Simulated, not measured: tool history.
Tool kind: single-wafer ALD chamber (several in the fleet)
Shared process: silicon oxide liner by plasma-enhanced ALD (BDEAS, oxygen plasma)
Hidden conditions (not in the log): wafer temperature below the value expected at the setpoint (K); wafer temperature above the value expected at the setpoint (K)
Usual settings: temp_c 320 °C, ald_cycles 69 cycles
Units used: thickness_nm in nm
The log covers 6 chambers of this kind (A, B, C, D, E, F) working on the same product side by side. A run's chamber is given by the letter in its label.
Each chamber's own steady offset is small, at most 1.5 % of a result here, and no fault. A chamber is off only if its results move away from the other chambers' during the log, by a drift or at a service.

run	hour	temp_c	ald_cycles	hours since the last thermocouple change	read-back reference wafer on the same gauge, thickness_nm	thickness_nm
1B	7.8	320	69	653.2	6.4091	6.3205
2E	15.6	320	69	600.6	6.4109	6.1992
3D	30.2	320	69	788.9	6.411	6.2694
4A	45.2	320	69	323.7	6.4062	6.3111
5C	53.4	320	69	355.6	6.4171	6.172
6F	68.7	320	69	1132.6	6.4063	6.208
7C	84.1	335	63	386.3	6.4131	5.5477
8F	93.2	335	63	1157.1	6.4088	5.5837
9E	102.2	335	63	687.2	6.4029	5.5481
10A	112	335	63	390.5	6.4147	5.6041
11D	119.2	335	63	877.9	6.4155	5.6133
12B	133.6	335	63	779	6.4082	5.6747
13C	145.4	320	69	447.6	6.4107	6.195
14B	152.4	320	69	797.8	6.4103	6.2742
15F	164.8	320	69	1228.7	6.4025	6.25
16E	177.2	320	69	762.2	6.4151	6.1891
17A	187	320	69	465.5	6.4133	6.2795
18D	199.5	320	69	958.2	6.4156	6.2756
19D	207.2	320	69	965.9	6.4128	6.2628
20E	222.7	320	69	807.7	6.407	6.2417
21F	234.2	320	69	1298.1	6.4095	6.2097
22A	247.2	309	65	525.7	6.4117	6.0725
23B	258.6	309	65	904	6.4127	6.0481
24C	272.8	309	65	575	6.4088	5.9698
25D	279.7	309	65	1038.4	6.4169	6.0676
26A	292	309	65	570.5	6.4141	5.9982
27C	307.2	309	65	609.4	6.4051	5.9149
28F	320.8	320	69	1384.7	6.4148	6.2461
29E	329.2	320	69	914.2	6.4161	6.2327
30B	341.6	320	69	987	6.4115	6.3184
31C	349	320	69	651.2	6.41	6.1804
32B	357	320	69	1002.4	6.4136	6.3331
33E	367	320	69	952	6.4131	6.2356
# hour 376.6: chamber D: thermocouple changed; heater temperature recalibrated
34A	381.6	320	69	660.1	6.4146	6.3101
35D	395.6	320	69	19	6.4122	6.2709
36F	403.8	320	69	1467.7	6.4104	6.2574
37E	411.5	320	69	996.5	6.4104	6.2339
38F	421.7	320	69	1485.6	6.4154	6.2031
39B	436.2	331	58	1081.6	6.4092	5.2428
40C	448.5	331	58	750.7	6.4183	5.1163
41D	461.3	331	58	84.7	6.4064	5.1624

Read the log: is a single chamber off, either drifting away or since a service, is the gauge that measures every chamber drifting, or is nothing wrong beyond small per-chamber offsets? Name any odd chamber and what most likely caused it.

Nothing is wrong: each chamber keeps only its own small, steady offset and the gauge holds still.

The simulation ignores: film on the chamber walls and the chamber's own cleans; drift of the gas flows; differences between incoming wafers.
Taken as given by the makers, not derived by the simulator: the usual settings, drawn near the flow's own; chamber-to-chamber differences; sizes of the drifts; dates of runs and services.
